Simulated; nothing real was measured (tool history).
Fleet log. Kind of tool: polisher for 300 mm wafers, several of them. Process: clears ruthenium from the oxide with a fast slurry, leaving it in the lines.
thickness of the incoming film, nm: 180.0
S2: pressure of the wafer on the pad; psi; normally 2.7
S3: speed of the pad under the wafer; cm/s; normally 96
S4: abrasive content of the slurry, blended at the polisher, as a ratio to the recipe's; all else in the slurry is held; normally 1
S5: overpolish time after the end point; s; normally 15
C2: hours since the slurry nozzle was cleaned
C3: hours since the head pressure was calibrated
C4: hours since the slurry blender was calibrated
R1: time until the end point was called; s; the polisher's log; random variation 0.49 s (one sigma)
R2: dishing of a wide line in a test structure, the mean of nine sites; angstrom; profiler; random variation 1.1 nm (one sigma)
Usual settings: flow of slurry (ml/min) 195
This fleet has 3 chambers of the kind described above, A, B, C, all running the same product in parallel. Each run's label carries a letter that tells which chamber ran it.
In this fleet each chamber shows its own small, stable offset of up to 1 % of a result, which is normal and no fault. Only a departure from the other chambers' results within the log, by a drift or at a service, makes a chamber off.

At day 0.267: chamber C: worn pad replaced by a new one.
Run 1C, day 0.379: usual settings; wafers polished on this pad 40; C2 224.6; C3 415.3; C4 90.8. Result: R1 40.656 s, R2 455.22 angstrom.
At day 0.496: chamber B: worn pad replaced by a new one.
Run 2A, day 0.696: usual settings; wafers polished on this pad 499; C2 205.9; C3 1203.7; C4 134. Result: R1 41.097 s, R2 447.95 angstrom.
Run 3B, day 0.946: usual settings; wafers polished on this pad 160; C2 507.9; C3 657.7; C4 181.6. Result: R1 39.872 s, R2 465.77 angstrom.
Run 4A, day 1.246: usual settings; wafers polished on this pad 694; C2 219.1; C3 1216.9; C4 147.2. Result: R1 40.989 s, R2 455.59 angstrom.
At day 1.25: chamber B: slurry blender recalibrated.
Run 5C, day 1.446: usual settings; wafers polished on this pad 418; C2 250.2; C3 440.9; C4 116.4. Result: R1 41.401 s, R2 445.89 angstrom.
Run 6B, day 1.642: usual settings but S2 2 psi, S5 9 s; wafers polished on this pad 407; C2 524.6; C3 674.4; C4 9.4. Result: R1 54.646 s, R2 234.29 angstrom.
At day 1.696: chamber A: worn pad replaced by a new one.
Run 7A, day 1.933: usual settings but S2 2 psi, S5 9 s; wafers polished on this pad 84; C2 235.6; C3 1233.4; C4 163.7. Result: R1 54.035 s, R2 232.38 angstrom.
Run 8B, day 2.142: usual settings but S2 2 psi, S5 9 s; wafers polished on this pad 584; C2 536.6; C3 686.4; C4 21.4. Result: R1 53.625 s, R2 242.54 angstrom.
Run 9C, day 2.375: usual settings; wafers polished on this pad 747; C2 272.5; C3 463.2; C4 138.7. Result: R1 41.447 s, R2 460.95 angstrom.
Run 10A, day 2.667: usual settings; wafers polished on this pad 344; C2 253.2; C3 1251; C4 181.3. Result: R1 40.925 s, R2 456.86 angstrom.
At day 2.846: chamber B: worn pad replaced by a new one.
Run 11B, day 2.9: usual settings; wafers polished on this pad 19; C2 554.8; C3 704.6; C4 39.6. Result: R1 39.965 s, R2 455.89 angstrom.
Run 12C, day 3.112: usual settings; wafers polished on this pad 1009; C2 290.2; C3 480.9; C4 156.4. Result: R1 41.367 s, R2 464.77 angstrom.
Run 13C, day 3.404: usual settings but S2 3.4 psi, S4 1.2; wafers polished on this pad 1112; C2 297.2; C3 487.9; C4 163.4. Result: R1 30.281 s, R2 589.17 angstrom.
At day 3.488: chamber A: slurry nozzle cleaned.
At day 3.679: chamber A: head pressure recalibrated.
Run 14B, day 3.804: usual settings but S2 3.4 psi, S4 1.2; wafers polished on this pad 340; C2 576.5; C3 726.3; C4 61.3. Result: R1 29.621 s, R2 559.98 angstrom.
Run 15A, day 4.125: usual settings but S2 3.4 psi, S4 1.2; wafers polished on this pad 861; C2 15.3; C3 10.8; C4 216.3. Result: R1 28.066 s, R2 589.39 angstrom.
At day 4.321: chamber C: worn pad replaced by a new one.
Run 16A, day 4.475: usual settings; wafers polished on this pad 985; C2 23.7; C3 19.2; C4 224.7. Result: R1 38.091 s, R2 509.53 angstrom.
Run 17C, day 4.667: usual settings; wafers polished on this pad 123; C2 327.5; C3 518.2; C4 193.7. Result: R1 41.408 s, R2 458.4 angstrom.
At day 4.708: chamber A: worn pad replaced by a new one.
Run 18B, day 5.038: usual settings; wafers polished on this pad 777; C2 606.1; C3 755.9; C4 90.9. Result: R1 40.737 s, R2 450.6 angstrom.
Run 19B, day 5.438: usual settings; wafers polished on this pad 919; C2 615.7; C3 765.5; C4 100.5. Result: R1 40.085 s, R2 452.76 angstrom.
At day 5.488: chamber B: worn pad replaced by a new one.
Run 20A, day 5.758: usual settings but S4 0.8, S5 20 s; wafers polished on this pad 372; C2 54.5; C3 50; C4 255.5. Result: R1 42.292 s, R2 574 angstrom.
Run 21C, day 6.146: usual settings but S4 0.8, S5 20 s; wafers polished on this pad 647; C2 363; C3 553.7; C4 229.2. Result: R1 45.435 s, R2 544.75 angstrom.
Run 22C, day 6.475: usual settings but S4 0.8, S5 20 s; wafers polished on this pad 764; C2 370.9; C3 561.6; C4 237.1. Result: R1 45.922 s, R2 517.24 angstrom.
Run 23A, day 6.812: usual settings; wafers polished on this pad 746; C2 79.8; C3 75.3; C4 280.8. Result: R1 38.192 s, R2 481.34 angstrom.
Run 24B, day 7.188: usual settings; wafers polished on this pad 602; C2 657.7; C3 807.5; C4 142.5. Result: R1 40.784 s, R2 443.19 angstrom.
Run 25B, day 7.504: usual settings but S3 72 cm/s; wafers polished on this pad 715; C2 665.3; C3 815.1; C4 150.1. Result: R1 52.88 s, R2 371.26 angstrom.
At day 7.704: chamber A: worn pad replaced by a new one.
At day 7.717: chamber B: slurry nozzle cleaned.
Run 26A, day 7.779: usual settings but S3 72 cm/s; wafers polished on this pad 26; C2 103; C3 98.5; C4 304. Result: R1 50.425 s, R2 404.75 angstrom.
At day 7.921: chamber C: worn pad replaced by a new one.
At day 8.038: chamber B: worn pad replaced by a new one.
Run 27C, day 8.075: usual settings but S3 72 cm/s; wafers polished on this pad 54; C2 409.3; C3 600; C4 275.5. Result: R1 55.748 s, R2 370.82 angstrom.
Run 28B, day 8.446: usual settings; wafers polished on this pad 144; C2 17.6; C3 837.7; C4 172.7. Result: R1 40.72 s, R2 458.46 angstrom.
At day 8.462: chamber A: slurry blender recalibrated.
Run 29A, day 8.667: usual settings; wafers polished on this pad 341; C2 124.3; C3 119.8; C4 5. Result: R1 37.855 s, R2 496.16 angstrom.
Run 30C, day 8.875: usual settings; wafers polished on this pad 338; C2 428.5; C3 619.2; C4 294.7. Result: R1 42.131 s, R2 439.45 angstrom.
At day 9.204: chamber B: slurry blender recalibrated.
Run 31C, day 9.217: usual settings but flow of slurry (ml/min) 235; wafers polished on this pad 459; C2 436.7; C3 627.4; C4 302.9. Result: R1 40.158 s, R2 462.39 angstrom.
Run 32A, day 9.542: usual settings but flow of slurry (ml/min) 235; wafers polished on this pad 651; C2 145.3; C3 140.8; C4 26. Result: R1 36.594 s, R2 485.97 angstrom.
Run 33B, day 9.788: usual settings but flow of slurry (ml/min) 235; wafers polished on this pad 620; C2 49.8; C3 869.9; C4 14.1. Result: R1 39.463 s, R2 443.86 angstrom.
At day 9.992: chamber A: worn pad replaced by a new one.
Run 34A, day 10.129: usual settings; wafers polished on this pad 49; C2 159.4; C3 154.9; C4 40.1. Result: R1 37.762 s, R2 481.94 angstrom.
At day 10.367: chamber B: worn pad replaced by a new one.
Run 35C, day 10.429: usual settings; wafers polished on this pad 889; C2 465.8; C3 656.5; C4 332. Result: R1 41.443 s, R2 453.46 angstrom.
Run 36B, day 10.675: usual settings; wafers polished on this pad 109; C2 71.1; C3 891.2; C4 35.4. Result: R1 40.968 s, R2 455.54 angstrom.
Run 37B, day 11.075: usual settings; wafers polished on this pad 251; C2 80.7; C3 900.8; C4 45. Result: R1 40.987 s, R2 455.4 angstrom.
Run 38A, day 11.417: usual settings; wafers polished on this pad 506; C2 190.3; C3 185.8; C4 71. Result: R1 37.952 s, R2 472.5 angstrom.
Run 39C, day 11.779: usual settings; wafers polished on this pad 1368; C2 498.2; C3 688.9; C4 364.4. Result: R1 41.472 s, R2 440.81 angstrom.

Is one chamber off against the others, does the gauge drift, or is nothing wrong? If a chamber is off, say which, and what the likeliest cause is.

Chamber A has stood off from the others ever since a service on it.
Likeliest cause: head's pressure above its setpoint, % = 7.31.

Here are 4 candidates for chamber A's next run, each the usual settings with a change, their results left as question marks. Which one brings its results back in line with what the others give on the usual settings?
To be in line, a result may differ from the other chambers' mean on the usual settings by at most: R1 1.7 s; R2 40 angstrom
Run 40A-1, day 12.075: usual settings but S2 2.5 psi, S3 90 cm/s. Result: R1 ?, R2 ?.
Run 40A-2, day 12.075: usual settings but S2 2.6 psi, S3 92 cm/s. Result: R1 ?, R2 ?.
Run 40A-3, day 12.075: usual settings but S2 2.8 psi, S3 100 cm/s. Result: R1 ?, R2 ?.
Run 40A-4, day 12.075: usual settings but S2 2.9 psi, S3 102 cm/s. Result: R1 ?, R2 ?.

Usual-settings mean across the other chambers: R1 40.969 s; R2 458.86 angstrom
  run      R1      R2
40A-1  43.483  434.41
40A-2  40.891  454.96
40A-3  34.921   510.2
40A-4  33.049  530.25
40A-2 puts the chamber back in line with the other chambers.

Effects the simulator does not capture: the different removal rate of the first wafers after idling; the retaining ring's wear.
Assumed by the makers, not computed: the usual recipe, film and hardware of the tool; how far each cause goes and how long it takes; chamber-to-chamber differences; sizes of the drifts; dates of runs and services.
